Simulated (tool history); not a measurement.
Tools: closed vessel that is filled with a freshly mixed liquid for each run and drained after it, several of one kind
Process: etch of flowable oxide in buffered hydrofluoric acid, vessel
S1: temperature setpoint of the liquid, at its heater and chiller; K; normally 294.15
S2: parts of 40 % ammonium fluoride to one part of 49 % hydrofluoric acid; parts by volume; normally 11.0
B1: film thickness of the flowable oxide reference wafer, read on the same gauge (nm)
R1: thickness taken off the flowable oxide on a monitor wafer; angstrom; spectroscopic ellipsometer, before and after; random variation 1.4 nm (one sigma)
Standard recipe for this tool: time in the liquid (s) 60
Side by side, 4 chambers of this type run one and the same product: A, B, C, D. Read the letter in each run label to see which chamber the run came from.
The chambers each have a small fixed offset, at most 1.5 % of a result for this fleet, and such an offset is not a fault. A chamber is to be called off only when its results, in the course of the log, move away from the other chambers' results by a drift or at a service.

run 1A hour=7.2 | S1=294.15 S2=11.0 time_in_the_liquid_(s)=60 | B1=99.989 | R1=1573.10
run 2C hour=14.4 | S1=294.15 S2=11.0 time_in_the_liquid_(s)=60 | B1=100.020 | R1=1525.10
run 3B hour=26.8 | S1=294.15 S2=11.0 time_in_the_liquid_(s)=60 | B1=99.986 | R1=1575.50
-- hour=33.8 chamber D: hydrofluoric acid flow meter replaced
run 4D hour=38.8 | S1=294.15 S2=11.0 time_in_the_liquid_(s)=60 | B1=100.000 | R1=1587.10
run 5C hour=55.2 | S1=294.15 S2=11.0 time_in_the_liquid_(s)=60 | B1=99.982 | R1=1568.90
run 6A hour=70.5 | S1=290.15 S2=14.5 time_in_the_liquid_(s)=60 | B1=100.010 | R1=953.25
run 7B hour=80.2 | S1=290.15 S2=14.5 time_in_the_liquid_(s)=60 | B1=100.010 | R1=955.80
run 8D hour=88.7 | S1=290.15 S2=14.5 time_in_the_liquid_(s)=60 | B1=99.982 | R1=937.43
run 9B hour=100.1 | S1=290.15 S2=14.5 time_in_the_liquid_(s)=60 | B1=99.994 | R1=958.07
run 10A hour=112.4 | S1=294.15 S2=11.0 time_in_the_liquid_(s)=60 | B1=100.000 | R1=1585.40
run 11D hour=126.1 | S1=294.15 S2=12.5 time_in_the_liquid_(s)=60 | B1=100.030 | R1=1377.50
run 12C hour=137.4 | S1=294.15 S2=12.5 time_in_the_liquid_(s)=60 | B1=99.989 | R1=1389.50
run 13C hour=144.8 | S1=294.15 S2=12.5 time_in_the_liquid_(s)=60 | B1=99.993 | R1=1396.50
run 14D hour=160.4 | S1=294.15 S2=12.5 time_in_the_liquid_(s)=60 | B1=99.962 | R1=1363.50
run 15A hour=172.3 | S1=294.15 S2=15.0 time_in_the_liquid_(s)=80 | B1=99.999 | R1=1558.30
run 16B hour=186.3 | S1=294.15 S2=15.0 time_in_the_liquid_(s)=80 | B1=100.040 | R1=1564.00
run 17D hour=195.9 | S1=294.15 S2=15.0 time_in_the_liquid_(s)=80 | B1=100.030 | R1=1537.30
run 18B hour=209.1 | S1=294.15 S2=15.0 time_in_the_liquid_(s)=80 | B1=100.010 | R1=1579.20
run 19C hour=222.8 | S1=294.15 S2=11.0 time_in_the_liquid_(s)=60 | B1=99.982 | R1=1561.30
run 20A hour=237.7 | S1=294.15 S2=11.0 time_in_the_liquid_(s)=60 | B1=100.030 | R1=1639.60
run 21B hour=247.7 | S1=294.15 S2=11.0 time_in_the_liquid_(s)=75 | B1=99.971 | R1=1948.90
run 22C hour=261.1 | S1=294.15 S2=11.0 time_in_the_liquid_(s)=75 | B1=99.998 | R1=1960.10
run 23A hour=271.8 | S1=294.15 S2=11.0 time_in_the_liquid_(s)=75 | B1=100.030 | R1=2070.20
run 24D hour=283.7 | S1=294.15 S2=11.0 time_in_the_liquid_(s)=75 | B1=99.990 | R1=1964.30
run 25B hour=296.2 | S1=294.15 S2=11.0 time_in_the_liquid_(s)=60 | B1=99.979 | R1=1610.60
run 26A hour=312.8 | S1=294.15 S2=11.0 time_in_the_liquid_(s)=80 | B1=99.938 | R1=2254.00
run 27D hour=325.6 | S1=294.15 S2=11.0 time_in_the_liquid_(s)=80 | B1=99.968 | R1=2088.00
run 28C hour=337.6 | S1=294.15 S2=11.0 time_in_the_liquid_(s)=80 | B1=100.030 | R1=2074.40
run 29A hour=346.6 | S1=294.15 S2=11.0 time_in_the_liquid_(s)=80 | B1=99.987 | R1=2271.90
run 30D hour=355.1 | S1=294.15 S2=11.0 time_in_the_liquid_(s)=60 | B1=99.959 | R1=1562.50
run 31C hour=363.4 | S1=294.15 S2=11.0 time_in_the_liquid_(s)=60 | B1=99.980 | R1=1566.50

Next, every chamber runs the same settings. What will each give?
run 32A hour=375.2 | S1=294.15 S2=11.0 time_in_the_liquid_(s)=30 | R1=?
run 32B hour=375.2 | S1=294.15 S2=11.0 time_in_the_liquid_(s)=30 | R1=?
run 32C hour=375.2 | S1=294.15 S2=11.0 time_in_the_liquid_(s)=30 | R1=?
run 32D hour=375.2 | S1=294.15 S2=11.0 time_in_the_liquid_(s)=30 | R1=?

run=32A R1=850.45
run=32B R1=802.25
run=32C R1=789.07
run=32D R1=779.12
